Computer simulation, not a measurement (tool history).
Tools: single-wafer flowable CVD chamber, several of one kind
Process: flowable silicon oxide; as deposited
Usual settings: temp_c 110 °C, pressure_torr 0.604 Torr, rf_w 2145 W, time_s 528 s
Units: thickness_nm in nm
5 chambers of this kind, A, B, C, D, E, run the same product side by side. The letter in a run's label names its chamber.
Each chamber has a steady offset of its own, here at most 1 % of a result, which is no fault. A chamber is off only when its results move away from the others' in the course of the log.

run	hour	temp_c	pressure_torr	rf_w	time_s	read-back reference wafer on the same gauge, thickness_nm	thickness_nm
1C	4.4	110	0.604	2145	528	141.06	160.15
2A	7.5	110	0.604	2145	528	141.02	160.54
3B	11	110	0.604	2145	528	140.86	158.4
4D	14.1	110	0.604	2145	528	140.98	159.67
5E	17.2	110	0.604	2145	528	141.06	160.47
6C	20.1	110	0.604	2145	528	140.89	158.82
7E	24.1	110	0.604	2145	528	141.04	159.91
8D	26.9	110	0.604	2145	528	141.09	159.48
9A	31.1	110	0.604	2145	528	140.84	159.95
10B	34.6	110	0.604	2145	528	140.94	157.65
11C	38.3	110	0.604	2145	528	140.98	160.32
12D	42	110	0.604	2145	528	140.87	159.81
13A	45.8	110	0.604	2145	528	140.99	160.44
14B	49.4	110	0.604	2145	528	140.88	157.76
15E	53.3	110	0.604	2145	528	141.06	160.29
16D	57.2	110	0.604	2145	528	141.03	160.05
17A	60.8	110	0.503	2550	528	141.16	127.9
18B	63.5	110	0.503	2550	528	141	125.15
19E	67.5	110	0.503	2550	528	140.93	126.42
20C	71.4	110	0.503	2550	528	140.99	126.2
21D	74.4	110	0.503	2550	528	141.02	127.3
22C	77	110	0.752	2145	433	140.92	176.52
23A	80.5	110	0.752	2145	433	141.06	175.98
24B	83.3	110	0.752	2145	433	140.96	169.4
25E	87.5	110	0.752	2145	433	140.92	176.74
26D	91.9	110	0.752	2145	433	140.99	177.06
27B	95.2	105	0.604	2145	528	141.03	181.94
28A	97.7	105	0.604	2145	528	140.92	188.76
# hour 100.5: chamber A: capacitance manometer re-zeroed and calibrated
29E	101.8	105	0.604	2145	528	141.06	188.98
30C	105.1	105	0.604	2145	528	141.01	187.39
31C	109.5	105	0.604	2145	528	141.07	188.25
32E	111.9	110	0.604	2145	528	141.01	160.23
33A	114.4	110	0.604	2145	528	141.05	159.27
34B	118.8	110	0.604	2145	528	140.9	153.08
35D	123.2	110	0.604	2145	528	140.86	160.14
36D	127.1	110	0.604	2145	528	140.99	159.74
37E	129.3	110	0.604	2145	528	140.94	160.02
38C	132.8	110	0.478	2470	528	141.02	117.87
39B	135.2	110	0.478	2470	528	141.02	112.42

All 5 chambers run these settings next. Forecast each chamber's results:
40A	138.4	110	0.604	2145	528		?
40B	138.4	110	0.604	2145	528		?
40C	138.4	110	0.604	2145	528		?
40D	138.4	110	0.604	2145	528		?
40E	138.4	110	0.604	2145	528		?

run	thickness_nm
40A	161.24
40B	151.64
40C	158.56
40D	160.27
40E	160.74
